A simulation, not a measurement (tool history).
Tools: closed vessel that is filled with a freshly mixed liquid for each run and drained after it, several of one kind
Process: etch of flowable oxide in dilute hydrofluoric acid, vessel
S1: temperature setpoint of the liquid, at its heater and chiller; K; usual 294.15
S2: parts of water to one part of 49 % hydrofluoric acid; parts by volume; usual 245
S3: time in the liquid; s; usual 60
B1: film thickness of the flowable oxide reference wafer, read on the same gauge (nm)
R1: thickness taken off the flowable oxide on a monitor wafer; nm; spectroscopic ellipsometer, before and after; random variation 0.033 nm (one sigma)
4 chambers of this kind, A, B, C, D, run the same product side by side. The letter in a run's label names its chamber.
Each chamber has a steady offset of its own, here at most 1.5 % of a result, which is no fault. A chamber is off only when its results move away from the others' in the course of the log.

run 1C hour=4.3 | S1=294.15 S2=245 S3=60 | B1=79.998 | R1=5.6360
run 2D hour=8.5 | S1=294.15 S2=245 S3=60 | B1=79.993 | R1=5.7297
run 3A hour=11.8 | S1=294.15 S2=245 S3=60 | B1=79.999 | R1=5.6630
run 4B hour=16.4 | S1=294.15 S2=245 S3=60 | B1=79.987 | R1=5.7342
run 5A hour=20.4 | S1=294.15 S2=245 S3=60 | B1=79.985 | R1=5.6724
run 6C hour=24.4 | S1=294.15 S2=245 S3=60 | B1=80.002 | R1=5.6677
run 7B hour=28.3 | S1=294.15 S2=245 S3=60 | B1=79.997 | R1=5.7593
run 8D hour=32.3 | S1=294.15 S2=245 S3=60 | B1=80.006 | R1=5.6951
-- hour=33.5 chamber A: thermometer replaced
run 9D hour=36.7 | S1=294.15 S2=245 S3=60 | B1=80.018 | R1=5.6757
run 10A hour=40.7 | S1=294.15 S2=245 S3=60 | B1=80.013 | R1=5.6518
run 11B hour=43.0 | S1=294.15 S2=245 S3=60 | B1=80.014 | R1=5.7006
run 12C hour=45.0 | S1=294.15 S2=245 S3=60 | B1=80.003 | R1=5.6462
run 13D hour=49.1 | S1=294.15 S2=245 S3=60 | B1=79.992 | R1=5.7285
run 14C hour=51.4 | S1=294.15 S2=245 S3=60 | B1=80.002 | R1=5.6738
run 15B hour=55.6 | S1=294.15 S2=245 S3=60 | B1=80.001 | R1=5.7222
run 16A hour=57.8 | S1=292.15 S2=145 S3=60 | B1=80.018 | R1=9.8594
run 17D hour=60.5 | S1=292.15 S2=145 S3=60 | B1=80.003 | R1=10.0490
run 18C hour=64.7 | S1=292.15 S2=145 S3=60 | B1=80.001 | R1=10.1390
run 19B hour=68.7 | S1=292.15 S2=145 S3=60 | B1=79.998 | R1=9.8408
run 20A hour=72.7 | S1=294.15 S2=245 S3=60 | B1=80.001 | R1=5.6415
run 21A hour=76.2 | S1=294.15 S2=245 S3=60 | B1=80.011 | R1=5.7082
run 22D hour=80.0 | S1=294.15 S2=245 S3=60 | B1=79.994 | R1=5.6419
run 23C hour=83.2 | S1=294.15 S2=245 S3=60 | B1=79.988 | R1=5.8558
run 24B hour=87.6 | S1=294.15 S2=245 S3=60 | B1=79.986 | R1=5.7158
run 25D hour=90.3 | S1=294.15 S2=245 S3=60 | B1=79.987 | R1=5.6449
run 26C hour=94.3 | S1=294.15 S2=245 S3=60 | B1=79.998 | R1=5.9663
run 27B hour=97.8 | S1=294.15 S2=245 S3=60 | B1=80.013 | R1=5.7437
-- hour=99.9 chamber D: hydrofluoric acid flow meter replaced
run 28A hour=101.0 | S1=294.15 S2=245 S3=60 | B1=79.993 | R1=5.6797
run 29D hour=103.8 | S1=294.15 S2=245 S3=60 | B1=80.002 | R1=5.6799
run 30C hour=107.7 | S1=294.15 S2=245 S3=60 | B1=79.988 | R1=5.9818
run 31B hour=111.9 | S1=294.15 S2=245 S3=60 | B1=79.995 | R1=5.7228
run 32A hour=116.4 | S1=294.15 S2=245 S3=60 | B1=79.978 | R1=5.6680
run 33C hour=120.3 | S1=294.15 S2=245 S3=60 | B1=79.994 | R1=6.0852
run 34A hour=123.3 | S1=294.15 S2=180 S3=60 | B1=80.004 | R1=8.2787

Is one chamber off against the others, does the gauge drift, or is nothing wrong? If a chamber is off, say which, and what the likeliest cause is.

Chamber C drifts away from the others.
Cause: hydrofluoric acid flow above the setpoint (%) = 6.34.
The log may not tell that from: liquid hotter than its thermometer reads (K).

Here are 4 candidates for chamber C's next run, each the usual settings with a change, their results left as question marks. Which one brings its results back in line with what the others give on the usual settings?
In line means no further than this from the other chambers' mean on the usual settings: R1 0.1100 nm
run 35C-1 hour=126.6 | S1=294.15 S2=240 S3=60 | R1=?
run 35C-2 hour=126.6 | S1=296.15 S2=245 S3=60 | R1=?
run 35C-3 hour=126.6 | S1=294.15 S2=250 S3=60 | R1=?
run 35C-4 hour=126.6 | S1=292.15 S2=245 S3=60 | R1=?

The other chambers' mean on the usual settings: R1 5.6913 nm
run=35C-1 R1=6.2574
run=35C-2 R1=6.5618
run=35C-3 R1=5.9484
run=35C-4 R1=5.6602
35C-4 brings the chamber back in line.

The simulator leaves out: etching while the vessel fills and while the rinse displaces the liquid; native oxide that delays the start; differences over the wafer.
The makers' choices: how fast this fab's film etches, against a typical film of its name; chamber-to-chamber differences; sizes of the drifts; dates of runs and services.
